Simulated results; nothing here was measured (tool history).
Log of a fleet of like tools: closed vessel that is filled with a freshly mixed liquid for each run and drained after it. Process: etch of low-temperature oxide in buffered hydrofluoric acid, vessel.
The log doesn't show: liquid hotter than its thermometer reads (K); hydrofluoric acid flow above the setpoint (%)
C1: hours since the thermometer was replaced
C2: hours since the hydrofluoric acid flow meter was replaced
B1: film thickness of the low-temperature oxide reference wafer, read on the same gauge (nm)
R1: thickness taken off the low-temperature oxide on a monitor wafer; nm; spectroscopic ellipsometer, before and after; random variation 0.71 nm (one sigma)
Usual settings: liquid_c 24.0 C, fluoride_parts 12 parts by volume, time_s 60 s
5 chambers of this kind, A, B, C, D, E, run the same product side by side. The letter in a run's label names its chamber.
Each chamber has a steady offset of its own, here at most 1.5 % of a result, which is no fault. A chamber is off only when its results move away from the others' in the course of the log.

{"run": "1B", "hour": 4.5, "liquid_c": 24.0, "fluoride_parts": 12, "time_s": 60, "C1": 1329.6, "C2": 272.3, "B1": 140.03, "R1": 101.69}
{"run": "2E", "hour": 9.9, "liquid_c": 24.0, "fluoride_parts": 12, "time_s": 60, "C1": 484.2, "C2": 94.2, "B1": 140.01, "R1": 101.33}
{"run": "3C", "hour": 15.5, "liquid_c": 24.0, "fluoride_parts": 12, "time_s": 60, "C1": 2343.7, "C2": 827.5, "B1": 140.03, "R1": 100.73}
{"run": "4A", "hour": 21.5, "liquid_c": 24.0, "fluoride_parts": 12, "time_s": 60, "C1": 222.4, "C2": 312.3, "B1": 139.99, "R1": 99.687}
{"run": "5D", "hour": 28.2, "liquid_c": 24.0, "fluoride_parts": 12, "time_s": 60, "C1": 470.0, "C2": 437.4, "B1": 139.96, "R1": 101.06}
{"run": "6A", "hour": 32.8, "liquid_c": 24.0, "fluoride_parts": 12, "time_s": 60, "C1": 233.7, "C2": 323.6, "B1": 139.99, "R1": 101.4}
{"run": "7B", "hour": 41.9, "liquid_c": 24.0, "fluoride_parts": 12, "time_s": 60, "C1": 1367.0, "C2": 309.7, "B1": 140.02, "R1": 100.44}
{"run": "8D", "hour": 49.0, "liquid_c": 24.0, "fluoride_parts": 12, "time_s": 60, "C1": 490.8, "C2": 458.2, "B1": 139.96, "R1": 99.4}
{"run": "9C", "hour": 56.8, "liquid_c": 24.0, "fluoride_parts": 12, "time_s": 60, "C1": 2385.0, "C2": 868.8, "B1": 140.02, "R1": 100.84}
{"run": "10E", "hour": 64.4, "liquid_c": 24.0, "fluoride_parts": 12, "time_s": 60, "C1": 538.7, "C2": 148.7, "B1": 139.97, "R1": 101.78}
{"run": "11C", "hour": 70.1, "liquid_c": 24.0, "fluoride_parts": 12, "time_s": 60, "C1": 2398.3, "C2": 882.1, "B1": 139.99, "R1": 101.93}
{"run": "12A", "hour": 78.1, "liquid_c": 24.0, "fluoride_parts": 12, "time_s": 60, "C1": 279.0, "C2": 368.9, "B1": 139.96, "R1": 99.657}
{"run": "13D", "hour": 84.7, "liquid_c": 24.0, "fluoride_parts": 12, "time_s": 60, "C1": 526.5, "C2": 493.9, "B1": 139.98, "R1": 98.961}
{"run": "14B", "hour": 93.8, "liquid_c": 24.0, "fluoride_parts": 12, "time_s": 60, "C1": 1418.9, "C2": 361.6, "B1": 139.98, "R1": 101.06}
{"run": "15E", "hour": 99.5, "liquid_c": 28.5, "fluoride_parts": 12, "time_s": 40, "C1": 573.8, "C2": 183.8, "B1": 140.02, "R1": 85.115}
{"run": "16B", "hour": 104.7, "liquid_c": 28.5, "fluoride_parts": 12, "time_s": 40, "C1": 1429.8, "C2": 372.5, "B1": 139.99, "R1": 86.765}
{"run": "17A", "hour": 108.9, "liquid_c": 28.5, "fluoride_parts": 12, "time_s": 40, "C1": 309.8, "C2": 399.7, "B1": 140.07, "R1": 85.197}
{"run": "18D", "hour": 114.7, "liquid_c": 28.5, "fluoride_parts": 12, "time_s": 40, "C1": 556.5, "C2": 523.9, "B1": 139.99, "R1": 84.734}
{"run": "19C", "hour": 120.6, "liquid_c": 28.5, "fluoride_parts": 12, "time_s": 40, "C1": 2448.8, "C2": 932.6, "B1": 140.02, "R1": 85.338}
{"run": "20E", "hour": 126.8, "liquid_c": 24.0, "fluoride_parts": 12, "time_s": 60, "C1": 601.1, "C2": 211.1, "B1": 139.97, "R1": 102.11}
{"run": "21A", "hour": 132.5, "liquid_c": 24.0, "fluoride_parts": 12, "time_s": 60, "C1": 333.4, "C2": 423.3, "B1": 140.03, "R1": 99.045}
{"run": "22C", "hour": 139.1, "liquid_c": 24.0, "fluoride_parts": 12, "time_s": 60, "C1": 2467.3, "C2": 951.1, "B1": 140.0, "R1": 99.538}
{"run": "23E", "hour": 144.4, "liquid_c": 24.0, "fluoride_parts": 12, "time_s": 60, "C1": 618.7, "C2": 228.7, "B1": 140.01, "R1": 103.03}
{"run": "24D", "hour": 150.6, "liquid_c": 24.0, "fluoride_parts": 12, "time_s": 60, "C1": 592.4, "C2": 559.8, "B1": 140.0, "R1": 100.13}
{"run": "25B", "hour": 157.4, "liquid_c": 24.0, "fluoride_parts": 12, "time_s": 60, "C1": 1482.5, "C2": 425.2, "B1": 140.0, "R1": 105.68}
{"run": "26D", "hour": 162.3, "liquid_c": 20.5, "fluoride_parts": 12, "time_s": 60, "C1": 604.1, "C2": 571.5, "B1": 140.01, "R1": 82.636}
{"run": "27C", "hour": 167.7, "liquid_c": 20.5, "fluoride_parts": 12, "time_s": 60, "C1": 2495.9, "C2": 979.7, "B1": 139.98, "R1": 82.993}
{"run": "28B", "hour": 173.9, "liquid_c": 20.5, "fluoride_parts": 12, "time_s": 60, "C1": 1499.0, "C2": 441.7, "B1": 139.98, "R1": 86.652}
{"hour": 176.2, "done": "chamber C: thermometer replaced"}
{"run": "29A", "hour": 182.5, "liquid_c": 20.5, "fluoride_parts": 12, "time_s": 60, "C1": 383.4, "C2": 473.3, "B1": 140.0, "R1": 82.929}
{"run": "30E", "hour": 189.0, "liquid_c": 20.5, "fluoride_parts": 12, "time_s": 60, "C1": 663.3, "C2": 273.3, "B1": 139.98, "R1": 83.589}
{"run": "31C", "hour": 193.3, "liquid_c": 24.0, "fluoride_parts": 12, "time_s": 60, "C1": 17.2, "C2": 1005.3, "B1": 140.04, "R1": 100.62}
{"run": "32E", "hour": 201.9, "liquid_c": 24.0, "fluoride_parts": 12, "time_s": 75, "C1": 676.2, "C2": 286.2, "B1": 139.93, "R1": 126.73}
{"run": "33A", "hour": 210.1, "liquid_c": 24.0, "fluoride_parts": 12, "time_s": 75, "C1": 411.0, "C2": 500.9, "B1": 139.98, "R1": 124.89}

All 5 chambers run these settings next. Forecast each chamber's results:
{"run": "34A", "hour": 216.6, "liquid_c": 26.0, "fluoride_parts": 12, "time_s": 60, "R1": "?"}
{"run": "34B", "hour": 216.6, "liquid_c": 26.0, "fluoride_parts": 12, "time_s": 60, "R1": "?"}
{"run": "34C", "hour": 216.6, "liquid_c": 26.0, "fluoride_parts": 12, "time_s": 60, "R1": "?"}
{"run": "34D", "hour": 216.6, "liquid_c": 26.0, "fluoride_parts": 12, "time_s": 60, "R1": "?"}
{"run": "34E", "hour": 216.6, "liquid_c": 26.0, "fluoride_parts": 12, "time_s": 60, "R1": "?"}

run=34A R1=111.880
run=34B R1=118.680
run=34C R1=112.420
run=34D R1=111.290
run=34E R1=113.270

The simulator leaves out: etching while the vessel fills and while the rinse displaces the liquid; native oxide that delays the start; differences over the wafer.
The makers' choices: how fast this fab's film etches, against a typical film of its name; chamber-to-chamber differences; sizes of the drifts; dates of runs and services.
